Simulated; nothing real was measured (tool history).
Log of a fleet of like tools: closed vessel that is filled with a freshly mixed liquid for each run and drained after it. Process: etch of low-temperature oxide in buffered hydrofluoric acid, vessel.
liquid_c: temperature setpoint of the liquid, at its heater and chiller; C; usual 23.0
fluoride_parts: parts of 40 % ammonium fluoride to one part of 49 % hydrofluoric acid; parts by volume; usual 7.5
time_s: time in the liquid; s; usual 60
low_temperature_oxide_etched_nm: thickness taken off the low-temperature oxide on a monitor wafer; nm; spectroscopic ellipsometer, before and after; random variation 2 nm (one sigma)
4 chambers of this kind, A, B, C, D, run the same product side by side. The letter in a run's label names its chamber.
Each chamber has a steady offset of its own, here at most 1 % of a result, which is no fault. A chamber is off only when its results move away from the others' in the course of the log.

run	day	liquid_c	fluoride_parts	time_s	hours since the thermometer was replaced	hours since the hydrofluoric acid flow meter was replaced	read-back film thickness of the low-temperature oxide reference wafer, read on the same gauge (nm)	low_temperature_oxide_etched_nm
1D	0.204	23.0	7.5	60	269.6	350.8	80.014	328.34
2C	0.467	23.0	7.5	60	466.3	873.8	79.990	328.00
3A	0.767	23.0	7.5	60	436.2	323.7	79.971	327.93
4B	1.158	23.0	7.5	60	1062.4	287.8	80.005	323.69
5C	1.558	23.0	7.5	60	492.5	900.0	79.998	328.58
6D	1.850	23.0	7.5	60	309.1	390.3	80.006	330.55
7B	2.088	23.0	10.0	70	1084.7	310.1	80.024	293.94
8A	2.296	23.0	10.0	70	472.9	360.4	80.027	295.73
9A	2.692	23.0	10.0	70	482.4	369.9	79.998	296.81
10B	3.038	23.0	10.0	70	1107.5	332.9	80.009	292.08
11C	3.212	23.0	7.5	60	532.2	939.7	79.993	325.66
12D	3.533	23.0	7.5	60	349.5	430.7	80.015	325.85
13B	3.788	23.0	7.5	60	1125.5	350.9	80.010	327.83
14C	4.188	23.0	7.5	60	555.6	963.1	80.006	328.80
15A	4.379	23.0	7.5	60	522.9	410.4	80.008	332.26
16D	4.783	23.0	7.5	60	379.5	460.7	79.972	322.19
17C	5.012	23.0	7.5	60	575.4	982.9	79.994	326.15
18B	5.379	23.0	7.5	60	1163.7	389.1	80.018	328.17
# day 5.529: chamber A: hydrofluoric acid flow meter replaced
19D	5.671	23.0	7.5	95	400.8	482.0	80.032	510.29
20A	5.983	23.0	7.5	95	561.4	11.0	79.987	522.01
21A	6.171	23.0	7.5	95	565.9	15.5	80.012	527.19
22C	6.396	23.0	7.5	95	608.6	1016.1	80.052	520.10
23D	6.608	23.0	7.5	60	423.3	504.5	80.001	316.13
24B	6.788	23.0	7.5	60	1197.5	422.9	79.968	327.45
25C	7.121	23.0	7.5	50	626.0	1033.5	80.007	274.15
26D	7.317	23.0	7.5	50	440.3	521.5	80.012	262.54
# day 7.500: chamber C: hydrofluoric acid flow meter replaced
27B	7.575	23.0	7.5	50	1216.4	441.8	79.967	271.31
28A	7.821	23.0	7.5	50	605.5	55.1	79.988	275.60
29C	8.054	23.0	7.5	60	648.4	13.4	79.998	327.11
30A	8.442	18.5	7.5	40	620.4	70.0	80.013	170.12
31D	8.846	18.5	7.5	40	477.0	558.2	80.004	161.73
32B	9.079	18.5	7.5	40	1252.5	477.9	80.011	168.46
33C	9.292	18.5	7.5	40	678.1	43.1	79.980	171.37
34A	9.642	23.0	7.5	60	649.2	98.8	80.008	329.91
35B	9.821	23.0	5.0	60	1270.3	495.7	79.974	472.07
36D	10.050	23.0	5.0	60	505.9	587.1	79.985	449.89

Is one chamber off against the others, does the gauge drift, or is nothing wrong? If a chamber is off, say which, and what the likeliest cause is.

Chamber D drifts away from the others.
Cause: hydrofluoric acid flow below the setpoint (%) = 5.43.
The log may not tell that from: liquid colder than its thermometer reads (K).

Here are 4 candidates for chamber D's next run, each the usual settings with a change, their results left as question marks. Which one brings its results back in line with what the others give on the usual settings?
In line means no further than this from the other chambers' mean on the usual settings: low_temperature_oxide_etched_nm 6.80 nm
37D-1	10.338	24.0	7.5	60				?
37D-2	10.338	22.5	7.5	55				?
37D-3	10.338	22.0	7.5	60				?
37D-4	10.338	23.5	7.5	65				?

The other chambers' mean on the usual settings: low_temperature_oxide_etched_nm 328.32 nm
run	low_temperature_oxide_etched_nm
37D-1	326.33
37D-2	276.01
37D-3	292.92
37D-4	344.20
37D-1 brings the chamber back in line.
